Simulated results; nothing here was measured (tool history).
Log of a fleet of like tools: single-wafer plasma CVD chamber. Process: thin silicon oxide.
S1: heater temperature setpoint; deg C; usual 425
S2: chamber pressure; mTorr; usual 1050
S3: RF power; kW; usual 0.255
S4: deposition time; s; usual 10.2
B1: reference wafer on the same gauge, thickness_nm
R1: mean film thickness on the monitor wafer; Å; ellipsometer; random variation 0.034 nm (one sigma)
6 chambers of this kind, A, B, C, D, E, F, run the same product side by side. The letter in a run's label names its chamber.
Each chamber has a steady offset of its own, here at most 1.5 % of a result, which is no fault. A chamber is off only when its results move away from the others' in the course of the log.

| run | day | S1 | S2 | S3 | S4 | B1 | R1 |
|---|---|---|---|---|---|---|---|
| 1F | 0.438 | 425 | 1050 | 0.255 | 10.2 | 22.594 | 214.4 |
| 2E | 1.004 | 425 | 1050 | 0.255 | 10.2 | 22.616 | 212.84 |
| 3D | 1.421 | 425 | 1050 | 0.255 | 10.2 | 22.617 | 215.2 |
| 4B | 1.867 | 425 | 1050 | 0.255 | 10.2 | 22.613 | 211.56 |
| 5C | 2.362 | 419 | 1050 | 0.255 | 11.4 | 22.627 | 238.55 |
| 6A | 2.808 | 419 | 1050 | 0.255 | 11.4 | 22.625 | 240.65 |
| 7D | 3.271 | 419 | 1050 | 0.255 | 11.4 | 22.635 | 242.52 |
| 8F | 3.558 | 419 | 1050 | 0.255 | 11.4 | 22.624 | 241.27 |
| 9B | 3.883 | 419 | 1050 | 0.255 | 11.4 | 22.634 | 237.36 |
| 10A | 4.183 | 419 | 1050 | 0.255 | 11.4 | 22.646 | 241 |
| 11E | 4.529 | 425 | 1290 | 0.255 | 8.2 | 22.629 | 193.17 |
| 12C | 4.9 | 425 | 1290 | 0.255 | 8.2 | 22.647 | 192.43 |
| 13B | 5.279 | 425 | 1290 | 0.255 | 8.2 | 22.653 | 192.49 |
| 14C | 5.821 | 425 | 1290 | 0.255 | 8.2 | 22.645 | 192.87 |
| 15F | 6.225 | 425 | 1290 | 0.255 | 8.2 | 22.661 | 195.4 |
| 16E | 6.696 | 425 | 1290 | 0.255 | 8.2 | 22.659 | 193.92 |
| 17D | 6.996 | 414 | 900 | 0.255 | 10.2 | 22.658 | 193.76 |
| 18A | 7.533 | 414 | 900 | 0.255 | 10.2 | 22.666 | 192.66 |
| 19F | 7.896 | 414 | 900 | 0.255 | 10.2 | 22.665 | 193.17 |
| 20A | 8.25 | 414 | 900 | 0.255 | 10.2 | 22.668 | 192.93 |
| 21C | 8.675 | 414 | 900 | 0.255 | 10.2 | 22.668 | 191.75 |
| 22B | 9.221 | 414 | 900 | 0.255 | 10.2 | 22.674 | 190.28 |
| 23D | 9.588 | 425 | 1050 | 0.255 | 10.2 | 22.681 | 215.77 |
| 24E | 10.1 | 425 | 1050 | 0.255 | 10.2 | 22.689 | 214.56 |
| 25A | 10.521 | 425 | 1050 | 0.255 | 10.2 | 22.682 | 215.08 |
| 26D | 10.812 | 425 | 1050 | 0.255 | 10.2 | 22.699 | 215.61 |
|  | 10.925 | chamber A: thermocouple changed; heater temperature recalibrated |
| 27C | 11.212 | 425 | 1050 | 0.255 | 10.2 | 22.699 | 213.97 |
| 28F | 11.762 | 425 | 1050 | 0.255 | 10.2 | 22.702 | 216.03 |
| 29E | 12.142 | 425 | 1050 | 0.255 | 10.2 | 22.703 | 214.34 |
| 30B | 12.467 | 425 | 1050 | 0.255 | 10.2 | 22.713 | 212.37 |
| 31D | 12.958 | 425 | 1050 | 0.255 | 10.2 | 22.716 | 216.1 |
| 32E | 13.25 | 425 | 1050 | 0.255 | 10.2 | 22.715 | 214.69 |
| 33C | 13.604 | 425 | 1050 | 0.255 | 10.2 | 22.717 | 213.38 |
| 34B | 14.162 | 425 | 1050 | 0.255 | 10.2 | 22.719 | 212.43 |
| 35F | 14.738 | 425 | 1050 | 0.255 | 10.2 | 22.723 | 216.64 |
| 36A | 15.012 | 425 | 1050 | 0.255 | 10.2 | 22.733 | 215.78 |
| 37B | 15.438 | 425 | 1050 | 0.255 | 10.2 | 22.729 | 212.84 |
| 38A | 15.892 | 425 | 1050 | 0.255 | 10.2 | 22.731 | 215.34 |
| 39D | 16.275 | 425 | 1050 | 0.255 | 10.2 | 22.734 | 216.79 |
| 40F | 16.654 | 425 | 1050 | 0.255 | 10.2 | 22.745 | 216.43 |

All 6 chambers run these settings next. Forecast each chamber's results:
| 41A | 17.062 | 425 | 1050 | 0.255 | 10.2 |  | ? |
| 41B | 17.062 | 425 | 1050 | 0.255 | 10.2 |  | ? |
| 41C | 17.062 | 425 | 1050 | 0.255 | 10.2 |  | ? |
| 41D | 17.062 | 425 | 1050 | 0.255 | 10.2 |  | ? |
| 41E | 17.062 | 425 | 1050 | 0.255 | 10.2 |  | ? |
| 41F | 17.062 | 425 | 1050 | 0.255 | 10.2 |  | ? |

| run | R1 |
|---|---|
| 41A | 215.87 |
| 41B | 213.03 |
| 41C | 214.17 |
| 41D | 216.93 |
| 41E | 215.26 |
| 41F | 216.73 |
